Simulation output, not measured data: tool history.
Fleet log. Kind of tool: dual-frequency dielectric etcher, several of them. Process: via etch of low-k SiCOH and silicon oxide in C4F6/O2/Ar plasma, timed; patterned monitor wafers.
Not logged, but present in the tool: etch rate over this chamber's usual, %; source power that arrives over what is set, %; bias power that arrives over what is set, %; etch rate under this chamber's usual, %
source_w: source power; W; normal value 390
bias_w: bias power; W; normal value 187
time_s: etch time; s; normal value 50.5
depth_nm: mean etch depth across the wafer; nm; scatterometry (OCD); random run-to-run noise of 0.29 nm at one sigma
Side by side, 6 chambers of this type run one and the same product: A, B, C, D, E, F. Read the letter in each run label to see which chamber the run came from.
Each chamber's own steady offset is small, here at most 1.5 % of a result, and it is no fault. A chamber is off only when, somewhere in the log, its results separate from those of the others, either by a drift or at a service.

run	hour	source_w	bias_w	time_s	hours since the last wet clean	hours since the last source power generator calibration	hours since the last bias power generator calibration	read-back reference wafer on the same gauge, depth_nm	depth_nm
1C	8.7	390	187	50.5	177.3	3904.3	2679.4	149.05	131.07
2F	14.1	390	187	50.5	406.4	572	82.3	149.09	131.45
3B	20.5	390	187	50.5	264.6	1203.8	1822.2	149.04	131.55
4E	30.2	390	187	50.5	216.9	3118.2	305.8	149.08	132.9
5D	36.7	390	187	50.5	389.8	2771.7	853.9	148.92	130.54
6A	42.4	390	187	50.5	374.9	939	2361	148.95	131.09
7E	51	390	187	50.5	237.7	3139	326.6	149.13	133.21
# hour 55.4: chamber A: wet clean of the chamber
8B	59.1	390	187	50.5	303.2	1242.4	1860.8	149.02	131.71
9C	69.1	390	187	50.5	237.7	3964.7	2739.8	149.06	130.74
# hour 75.4: chamber E: source power generator calibrated
10A	77.3	470	187	43	22	973.9	2395.9	149.01	119.74
11F	86	470	187	43	478.3	643.9	154.2	148.98	119.99
12D	93.8	470	187	43	446.9	2828.8	911	148.99	119.19
13F	101	470	187	43	493.3	658.9	169.2	149.03	120.36
# hour 109.5: chamber C: bias power generator calibrated
14C	110.6	470	187	43	279.2	4006.2	1.1	148.96	119.76
15E	121.1	470	187	43	307.8	45.8	396.7	149	121.92
16A	125.7	300	203	50.5	70.4	1022.3	2444.3	148.96	122.26
17B	133.1	300	203	50.5	377.2	1316.4	1934.8	149.08	122.29
18D	141.6	300	203	50.5	494.7	2876.6	958.8	149	121.66
19A	150.7	300	203	50.5	95.4	1047.3	2469.3	149.06	121.98
20C	158.5	300	203	50.5	327.1	4054.1	49	149.05	121.55
21F	167.4	300	203	50.5	559.7	725.3	235.6	149.05	122.16
22E	176.2	440	187	50.5	362.9	100.9	451.8	149.05	139.31
23B	184.5	440	187	50.5	428.6	1367.8	1986.2	148.98	138.3
# hour 190.5: chamber F: wet clean of the chamber
24D	192.9	440	187	50.5	546	2927.9	1010.1	148.99	137.19
25A	198.5	440	187	50.5	143.2	1095.1	2517.1	148.95	137.66
26B	207.8	440	187	50.5	451.9	1391.1	2009.5	148.95	138.58
27F	212.9	440	187	50.5	22.5	770.8	281.1	148.99	137.42
28E	222.1	390	187	50.5	408.8	146.8	497.7	149	134.08
# hour 225: chamber D: source power generator calibrated
29D	229.7	390	187	50.5	582.8	4.7	1046.9	149.03	131.47
30C	236.9	390	187	50.5	405.5	4132.5	127.4	148.94	130.85
# hour 241.4: chamber C: wet clean of the chamber
31E	246.2	390	187	50.5	432.9	170.9	521.8	148.97	133.13
32B	253.5	390	187	50.5	497.6	1436.8	2055.2	149.06	132.03
33D	263.1	390	187	50.5	616.2	38.1	1080.3	148.95	132.04
34F	268.7	390	187	50.5	78.3	826.6	336.9	149.03	131.39
35A	277.9	390	187	39	222.6	1174.5	2596.5	148.99	101.33
36C	285.4	390	187	39	44.1	4181	175.9	149	100.8
37E	290.5	390	187	39	477.2	215.2	566.1	149.03	102.99
38A	295.8	390	187	39	240.5	1192.4	2614.4	148.99	101.34
# hour 301.8: chamber B: wet clean of the chamber
39F	303.6	390	187	39	113.2	861.5	371.8	149.09	101.24
40D	311	390	187	39	664.1	86	1128.2	149.02	102.69
41B	316.4	390	187	50.5	14.7	1499.7	2118.1	148.99	131.46
42C	324	390	187	50.5	82.7	4219.6	214.5	148.99	130.67
43E	330.6	390	187	50.5	517.3	255.3	606.2	148.94	133.19
44A	339.4	390	187	50.5	284.1	1236	2658	148.99	130.81

For the next run the whole fleet of 6 chambers uses the same settings. Give each chamber's results:
45A	346.9	390	187	50.5					?
45B	346.9	390	187	50.5					?
45C	346.9	390	187	50.5					?
45D	346.9	390	187	50.5					?
45E	346.9	390	187	50.5					?
45F	346.9	390	187	50.5					?

run	depth_nm
45A	131.64
45B	131.87
45C	130.76
45D	133.51
45E	133.09
45F	131.48
